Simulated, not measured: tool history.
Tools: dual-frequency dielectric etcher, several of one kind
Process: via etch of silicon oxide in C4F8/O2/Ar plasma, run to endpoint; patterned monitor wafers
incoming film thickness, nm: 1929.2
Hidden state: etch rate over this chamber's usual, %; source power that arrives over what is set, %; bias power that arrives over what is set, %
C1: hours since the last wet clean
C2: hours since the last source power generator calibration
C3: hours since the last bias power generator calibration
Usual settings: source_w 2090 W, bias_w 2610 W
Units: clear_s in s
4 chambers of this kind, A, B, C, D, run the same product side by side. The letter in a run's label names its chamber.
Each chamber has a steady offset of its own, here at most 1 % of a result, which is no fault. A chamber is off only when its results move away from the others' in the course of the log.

{"run": "1D", "day": 0.438, "source_w": 2090, "bias_w": 2610, "C1": 33.6, "C2": 2763.5, "C3": 1305.5, "clear_s": 346.75}
{"run": "2C", "day": 1.042, "source_w": 2090, "bias_w": 2610, "C1": 111.5, "C2": 1631.2, "C3": 955.4, "clear_s": 341.19}
{"run": "3A", "day": 1.596, "source_w": 2090, "bias_w": 2610, "C1": 420.8, "C2": 188.3, "C3": 2607.5, "clear_s": 343.82}
{"run": "4B", "day": 1.942, "source_w": 2090, "bias_w": 2610, "C1": 455.8, "C2": 731.9, "C3": 3417.5, "clear_s": 349.19}
{"run": "5A", "day": 2.508, "source_w": 2090, "bias_w": 2610, "C1": 442.7, "C2": 210.2, "C3": 2629.4, "clear_s": 348.01}
{"day": 2.7, "done": "chamber A: wet clean of the chamber"}
{"run": "6C", "day": 2.842, "source_w": 2090, "bias_w": 2610, "C1": 154.7, "C2": 1674.4, "C3": 998.6, "clear_s": 342.14}
{"run": "7B", "day": 3.508, "source_w": 2090, "bias_w": 2610, "C1": 493.4, "C2": 769.5, "C3": 3455.1, "clear_s": 347.72}
{"run": "8D", "day": 3.971, "source_w": 2090, "bias_w": 2610, "C1": 118.4, "C2": 2848.3, "C3": 1390.3, "clear_s": 343.0}
{"run": "9D", "day": 4.283, "source_w": 2090, "bias_w": 2610, "C1": 125.9, "C2": 2855.8, "C3": 1397.8, "clear_s": 346.64}
{"run": "10A", "day": 4.6, "source_w": 2090, "bias_w": 2610, "C1": 45.7, "C2": 260.4, "C3": 2679.6, "clear_s": 348.68}
{"run": "11B", "day": 4.925, "source_w": 2090, "bias_w": 2378, "C1": 527.4, "C2": 803.5, "C3": 3489.1, "clear_s": 359.63}
{"run": "12C", "day": 5.546, "source_w": 2090, "bias_w": 2378, "C1": 219.6, "C2": 1739.3, "C3": 1063.5, "clear_s": 352.78}
{"run": "13D", "day": 6.046, "source_w": 2090, "bias_w": 2378, "C1": 168.2, "C2": 2898.1, "C3": 1440.1, "clear_s": 355.35}
{"run": "14B", "day": 6.467, "source_w": 2090, "bias_w": 2378, "C1": 564.4, "C2": 840.5, "C3": 3526.1, "clear_s": 355.61}
{"run": "15C", "day": 6.8, "source_w": 2090, "bias_w": 2610, "C1": 249.7, "C2": 1769.4, "C3": 1093.6, "clear_s": 342.46}
{"run": "16A", "day": 7.121, "source_w": 2280, "bias_w": 3188, "C1": 106.2, "C2": 320.9, "C3": 2740.1, "clear_s": 314.88}
{"run": "17C", "day": 7.775, "source_w": 2280, "bias_w": 3188, "C1": 273.1, "C2": 1792.8, "C3": 1117.0, "clear_s": 310.66}
{"run": "18D", "day": 8.321, "source_w": 2280, "bias_w": 3188, "C1": 222.8, "C2": 2952.7, "C3": 1494.7, "clear_s": 314.03}
{"run": "19A", "day": 8.854, "source_w": 2280, "bias_w": 3188, "C1": 147.8, "C2": 362.5, "C3": 2781.7, "clear_s": 314.15}
{"run": "20B", "day": 9.183, "source_w": 2090, "bias_w": 2610, "C1": 629.6, "C2": 905.7, "C3": 3591.3, "clear_s": 337.98}
{"run": "21C", "day": 9.842, "source_w": 2090, "bias_w": 2610, "C1": 322.7, "C2": 1842.4, "C3": 1166.6, "clear_s": 341.2}
{"run": "22B", "day": 10.162, "source_w": 2090, "bias_w": 2610, "C1": 653.1, "C2": 929.2, "C3": 3614.8, "clear_s": 339.08}
{"run": "23D", "day": 10.792, "source_w": 2090, "bias_w": 2610, "C1": 282.1, "C2": 3012.0, "C3": 1554.0, "clear_s": 346.67}
{"run": "24A", "day": 11.242, "source_w": 2090, "bias_w": 2610, "C1": 205.1, "C2": 419.8, "C3": 2839.0, "clear_s": 346.35}
{"day": 11.417, "done": "chamber A: bias power generator calibrated"}
{"run": "25B", "day": 11.758, "source_w": 2090, "bias_w": 2610, "C1": 691.4, "C2": 967.5, "C3": 3653.1, "clear_s": 336.92}
{"run": "26C", "day": 12.096, "source_w": 2090, "bias_w": 2610, "C1": 376.8, "C2": 1896.5, "C3": 1220.7, "clear_s": 343.43}
{"run": "27D", "day": 12.592, "source_w": 2090, "bias_w": 2610, "C1": 325.3, "C2": 3055.2, "C3": 1597.2, "clear_s": 343.61}
{"run": "28A", "day": 13.112, "source_w": 2090, "bias_w": 2610, "C1": 250.0, "C2": 464.7, "C3": 40.7, "clear_s": 343.75}
{"run": "29D", "day": 13.425, "source_w": 2090, "bias_w": 2610, "C1": 345.3, "C2": 3075.2, "C3": 1617.2, "clear_s": 346.7}
{"run": "30A", "day": 14.096, "source_w": 2090, "bias_w": 2610, "C1": 273.6, "C2": 488.3, "C3": 64.3, "clear_s": 348.19}

Next, every chamber runs the same settings. What will each give?
{"run": "31A", "day": 14.583, "source_w": 2090, "bias_w": 2610, "clear_s": "?"}
{"run": "31B", "day": 14.583, "source_w": 2090, "bias_w": 2610, "clear_s": "?"}
{"run": "31C", "day": 14.583, "source_w": 2090, "bias_w": 2610, "clear_s": "?"}
{"run": "31D", "day": 14.583, "source_w": 2090, "bias_w": 2610, "clear_s": "?"}

run=31A clear_s=343.77
run=31B clear_s=331.45
run=31C clear_s=339.42
run=31D clear_s=345.37
